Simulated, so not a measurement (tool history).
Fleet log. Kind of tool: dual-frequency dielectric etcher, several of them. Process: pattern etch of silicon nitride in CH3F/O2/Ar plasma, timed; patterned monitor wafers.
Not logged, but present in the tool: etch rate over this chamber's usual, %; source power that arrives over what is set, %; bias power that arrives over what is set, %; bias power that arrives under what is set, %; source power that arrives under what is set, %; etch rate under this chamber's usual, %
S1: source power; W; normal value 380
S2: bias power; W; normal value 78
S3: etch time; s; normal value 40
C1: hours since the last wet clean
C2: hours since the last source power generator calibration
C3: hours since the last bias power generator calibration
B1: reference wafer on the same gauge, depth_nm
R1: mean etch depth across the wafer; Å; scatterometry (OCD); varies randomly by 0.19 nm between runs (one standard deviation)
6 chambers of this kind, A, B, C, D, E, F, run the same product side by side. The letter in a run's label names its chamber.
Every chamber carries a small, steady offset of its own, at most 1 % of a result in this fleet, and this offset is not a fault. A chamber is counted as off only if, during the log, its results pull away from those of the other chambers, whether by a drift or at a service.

run,hour,S1,S2,S3,C1,C2,C3,B1,R1
1C,6,380,78,40,461.8,79.7,1505.9,23.672,282.04
2D,11.8,380,78,40,252.2,43.2,1356.2,23.713,283.51
# hour 12.3: chamber C: wet clean of the chamber
3A,15.5,380,78,40,527.9,2274.8,3784.9,23.701,277.99
4E,19,380,78,40,153.7,1569.5,217.8,23.677,278.39
# hour 22.2: chamber A: wet clean of the chamber
5F,22.8,380,78,40,394.5,601.8,2299.5,23.668,279.8
6B,26.3,380,78,40,193.5,2547.7,679.3,23.675,284.2
7A,30.9,380,78,40,8.8,2290.2,3800.3,23.726,282.4
8F,34.1,380,78,40,405.8,613.1,2310.8,23.681,280.19
9D,37.8,380,78,40,278.2,69.2,1382.2,23.729,280.4
10B,40.7,380,78,40,207.9,2562.1,693.7,23.74,285.65
11E,46.2,340,78,44,180.9,1596.7,245,23.753,296.09
12C,51.9,340,78,44,39.7,125.6,1551.8,23.726,301.13
13F,56.2,340,78,44,427.9,635.2,2332.9,23.679,296.36
14A,60,340,78,44,37.9,2319.3,3829.4,23.679,297.69
15E,63.1,340,78,44,197.8,1613.6,261.9,23.682,296.25
16D,68.7,340,78,44,309.1,100.1,1413.1,23.711,301.56
17C,74.3,380,78,40,62.1,148,1574.2,23.707,283.24
18B,78.2,380,78,40,245.4,2599.6,731.2,23.686,284.1
19B,82.2,380,78,40,249.4,2603.6,735.2,23.7,281.83
20D,87.3,380,78,40,327.7,118.7,1431.7,23.736,284.55
21E,90.2,380,78,40,224.9,1640.7,289,23.698,278.93
22F,94,380,78,40,465.7,673,2370.7,23.718,281.23
23C,100.4,380,78,40,88.2,174.1,1600.3,23.703,285.86
24A,106.3,380,78,40,84.2,2365.6,3875.7,23.674,285.41
25A,111,380,78,40,88.9,2370.3,3880.4,23.689,281.55
26D,114.8,380,78,40,355.2,146.2,1459.2,23.647,284
27C,118.8,470,78,46.5,106.6,192.5,1618.7,23.676,363.49
28B,125.2,470,78,46.5,292.4,2646.6,778.2,23.704,358.55
29F,128.4,470,78,46.5,500.1,707.4,2405.1,23.738,353.2
30E,134.8,470,78,46.5,269.5,1685.3,333.6,23.726,361.93
31C,139.6,470,78,46.5,127.4,213.3,1639.5,23.687,353.61
32D,144.9,470,78,46.5,385.3,176.3,1489.3,23.668,359.7
33A,151.3,380,78,40,129.2,2410.6,3920.7,23.686,282.81
34B,154.6,380,78,40,321.8,2676,807.6,23.676,286.34
35F,157.8,450,78,49.5,529.5,736.8,2434.5,23.713,370.74
36E,162.5,450,78,49.5,297.2,1713,361.3,23.708,384.57
37B,166.8,450,78,49.5,334,2688.2,819.8,23.651,373.56

Does one chamber stand apart from the rest, does the shared gauge drift, or is all well apart from small per-chamber offsets? Give the chamber and the most likely cause, where there is one.

Little by little, chamber E moves away from the other chambers.
Most likely cause: etch rate over this chamber's usual, % = 4.14.

Here are 4 candidates for chamber E's next run, each the usual settings with a change, their results left as question marks. Which one brings its results back in line with what the others give on the usual settings?
In-line tolerance around the mean of the other chambers on the usual settings: R1 6.8 Å
38E-1,171.4,380,79,41,,,,,?
38E-2,171.4,310,78,40,,,,,?
38E-3,171.4,420,85,40,,,,,?
38E-4,171.4,380,77,39,,,,,?

On the usual settings, the other chambers give on average: R1 282.76 Å
run,R1
38E-1,300.12
38E-2,269.63
38E-3,312.2
38E-4,282.91
With 38E-4, the chamber falls back in line with the rest.
